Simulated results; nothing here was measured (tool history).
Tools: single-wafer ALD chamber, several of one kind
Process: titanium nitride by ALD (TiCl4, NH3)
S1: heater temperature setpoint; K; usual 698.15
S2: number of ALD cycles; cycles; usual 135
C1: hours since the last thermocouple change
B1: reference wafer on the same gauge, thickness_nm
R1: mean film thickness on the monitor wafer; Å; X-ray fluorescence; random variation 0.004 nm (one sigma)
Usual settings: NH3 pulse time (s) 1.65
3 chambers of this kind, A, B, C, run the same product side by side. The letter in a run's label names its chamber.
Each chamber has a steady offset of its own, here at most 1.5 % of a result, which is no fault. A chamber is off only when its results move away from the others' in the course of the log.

{"run": "1C", "hour": 6.2, "S1": 698.15, "S2": 135, "NH3 pulse time (s)": 1.65, "C1": 1645.5, "B1": 2.9494, "R1": 29.507}
{"run": "2B", "hour": 9.3, "S1": 698.15, "S2": 135, "NH3 pulse time (s)": 1.65, "C1": 2296.6, "B1": 2.9503, "R1": 29.87}
{"run": "3A", "hour": 13.8, "S1": 698.15, "S2": 135, "NH3 pulse time (s)": 1.65, "C1": 61.3, "B1": 2.9488, "R1": 29.675}
{"hour": 18.0, "done": "chamber B: thermocouple changed; heater temperature recalibrated"}
{"run": "4C", "hour": 20.1, "S1": 698.15, "S2": 135, "NH3 pulse time (s)": 1.65, "C1": 1659.4, "B1": 2.949, "R1": 29.557}
{"run": "5A", "hour": 24.2, "S1": 698.15, "S2": 135, "NH3 pulse time (s)": 1.65, "C1": 71.7, "B1": 2.9493, "R1": 29.705}
{"run": "6B", "hour": 29.8, "S1": 698.15, "S2": 135, "NH3 pulse time (s)": 1.65, "C1": 11.9, "B1": 2.9478, "R1": 29.766}
{"run": "7C", "hour": 32.9, "S1": 698.15, "S2": 135, "NH3 pulse time (s)": 1.65, "C1": 1672.2, "B1": 2.9473, "R1": 29.472}
{"run": "8A", "hour": 37.5, "S1": 698.15, "S2": 135, "NH3 pulse time (s)": 1.65, "C1": 85, "B1": 2.9465, "R1": 29.682}
{"run": "9B", "hour": 43.6, "S1": 698.15, "S2": 135, "NH3 pulse time (s)": 1.65, "C1": 25.7, "B1": 2.9463, "R1": 29.771}
{"run": "10C", "hour": 47.9, "S1": 691.15, "S2": 135, "NH3 pulse time (s)": 1.65, "C1": 1687.2, "B1": 2.9456, "R1": 29.444}
{"run": "11B", "hour": 51.4, "S1": 691.15, "S2": 135, "NH3 pulse time (s)": 1.65, "C1": 33.5, "B1": 2.9457, "R1": 29.667}
{"run": "12A", "hour": 57.6, "S1": 691.15, "S2": 135, "NH3 pulse time (s)": 1.65, "C1": 105.1, "B1": 2.9454, "R1": 29.615}
{"run": "13B", "hour": 61.1, "S1": 698.15, "S2": 135, "NH3 pulse time (s)": 1.65, "C1": 43.2, "B1": 2.9447, "R1": 29.737}
{"run": "14A", "hour": 64.2, "S1": 698.15, "S2": 135, "NH3 pulse time (s)": 1.65, "C1": 111.7, "B1": 2.9443, "R1": 29.682}
{"run": "15C", "hour": 68.4, "S1": 698.15, "S2": 135, "NH3 pulse time (s)": 1.65, "C1": 1707.7, "B1": 2.9443, "R1": 29.468}
{"run": "16C", "hour": 71.4, "S1": 698.15, "S2": 135, "NH3 pulse time (s)": 1.65, "C1": 1710.7, "B1": 2.9444, "R1": 29.431}
{"run": "17A", "hour": 75.1, "S1": 698.15, "S2": 135, "NH3 pulse time (s)": 1.65, "C1": 122.6, "B1": 2.9438, "R1": 29.721}
{"run": "18B", "hour": 79.6, "S1": 698.15, "S2": 135, "NH3 pulse time (s)": 1.65, "C1": 61.7, "B1": 2.9439, "R1": 29.722}
{"run": "19C", "hour": 85.3, "S1": 698.15, "S2": 135, "NH3 pulse time (s)": 1.24, "C1": 1724.6, "B1": 2.9431, "R1": 29.231}
{"run": "20B", "hour": 90.7, "S1": 698.15, "S2": 135, "NH3 pulse time (s)": 1.24, "C1": 72.8, "B1": 2.9425, "R1": 29.437}
{"run": "21A", "hour": 94.1, "S1": 698.15, "S2": 135, "NH3 pulse time (s)": 1.24, "C1": 141.6, "B1": 2.9415, "R1": 29.442}
{"run": "22A", "hour": 97.3, "S1": 698.15, "S2": 135, "NH3 pulse time (s)": 1.65, "C1": 144.8, "B1": 2.9417, "R1": 29.619}
{"run": "23C", "hour": 100.3, "S1": 698.15, "S2": 135, "NH3 pulse time (s)": 1.65, "C1": 1739.6, "B1": 2.9421, "R1": 29.452}
{"run": "24B", "hour": 106.6, "S1": 698.15, "S2": 135, "NH3 pulse time (s)": 1.65, "C1": 88.7, "B1": 2.9409, "R1": 29.775}
{"run": "25B", "hour": 110.5, "S1": 698.15, "S2": 135, "NH3 pulse time (s)": 1.65, "C1": 92.6, "B1": 2.94, "R1": 29.693}
{"run": "26C", "hour": 114.0, "S1": 712.15, "S2": 135, "NH3 pulse time (s)": 1.95, "C1": 1753.3, "B1": 2.9399, "R1": 29.617}
{"hour": 116.9, "done": "chamber C: thermocouple changed; heater temperature recalibrated"}
{"run": "27A", "hour": 119.2, "S1": 712.15, "S2": 135, "NH3 pulse time (s)": 1.95, "C1": 166.7, "B1": 2.9406, "R1": 29.763}
{"run": "28B", "hour": 125.8, "S1": 712.15, "S2": 135, "NH3 pulse time (s)": 1.95, "C1": 107.9, "B1": 2.9405, "R1": 29.944}
{"run": "29A", "hour": 131.2, "S1": 698.15, "S2": 135, "NH3 pulse time (s)": 1.65, "C1": 178.7, "B1": 2.9387, "R1": 29.616}
{"run": "30C", "hour": 136.6, "S1": 698.15, "S2": 135, "NH3 pulse time (s)": 1.65, "C1": 19.7, "B1": 2.9388, "R1": 29.468}
{"run": "31B", "hour": 140.5, "S1": 698.15, "S2": 135, "NH3 pulse time (s)": 1.65, "C1": 122.6, "B1": 2.9383, "R1": 29.737}
{"run": "32A", "hour": 146.3, "S1": 698.15, "S2": 135, "NH3 pulse time (s)": 1.65, "C1": 193.8, "B1": 2.9373, "R1": 29.593}
{"run": "33C", "hour": 151.0, "S1": 698.15, "S2": 135, "NH3 pulse time (s)": 1.65, "C1": 34.1, "B1": 2.9365, "R1": 29.433}
{"run": "34C", "hour": 155.9, "S1": 698.15, "S2": 135, "NH3 pulse time (s)": 1.65, "C1": 39, "B1": 2.9366, "R1": 29.415}
{"run": "35A", "hour": 161.6, "S1": 698.15, "S2": 135, "NH3 pulse time (s)": 1.65, "C1": 209.1, "B1": 2.9358, "R1": 29.597}
{"run": "36B", "hour": 165.3, "S1": 698.15, "S2": 135, "NH3 pulse time (s)": 1.65, "C1": 147.4, "B1": 2.9367, "R1": 29.666}
{"run": "37A", "hour": 170.9, "S1": 698.15, "S2": 135, "NH3 pulse time (s)": 1.65, "C1": 218.4, "B1": 2.9358, "R1": 29.55}
{"run": "38B", "hour": 174.3, "S1": 698.15, "S2": 135, "NH3 pulse time (s)": 1.65, "C1": 156.4, "B1": 2.9356, "R1": 29.604}
{"run": "39C", "hour": 179.9, "S1": 698.15, "S2": 135, "NH3 pulse time (s)": 1.65, "C1": 63, "B1": 2.9348, "R1": 29.452}
{"run": "40C", "hour": 184.2, "S1": 698.15, "S2": 135, "NH3 pulse time (s)": 1.65, "C1": 67.3, "B1": 2.934, "R1": 29.358}

All 3 chambers run these settings next. Forecast each chamber's results:
{"run": "41A", "hour": 189.1, "S1": 698.15, "S2": 145, "NH3 pulse time (s)": 1.65, "R1": "?"}
{"run": "41B", "hour": 189.1, "S1": 698.15, "S2": 145, "NH3 pulse time (s)": 1.65, "R1": "?"}
{"run": "41C", "hour": 189.1, "S1": 698.15, "S2": 145, "NH3 pulse time (s)": 1.65, "R1": "?"}

run=41A R1=31.736
run=41B R1=31.853
run=41C R1=31.59
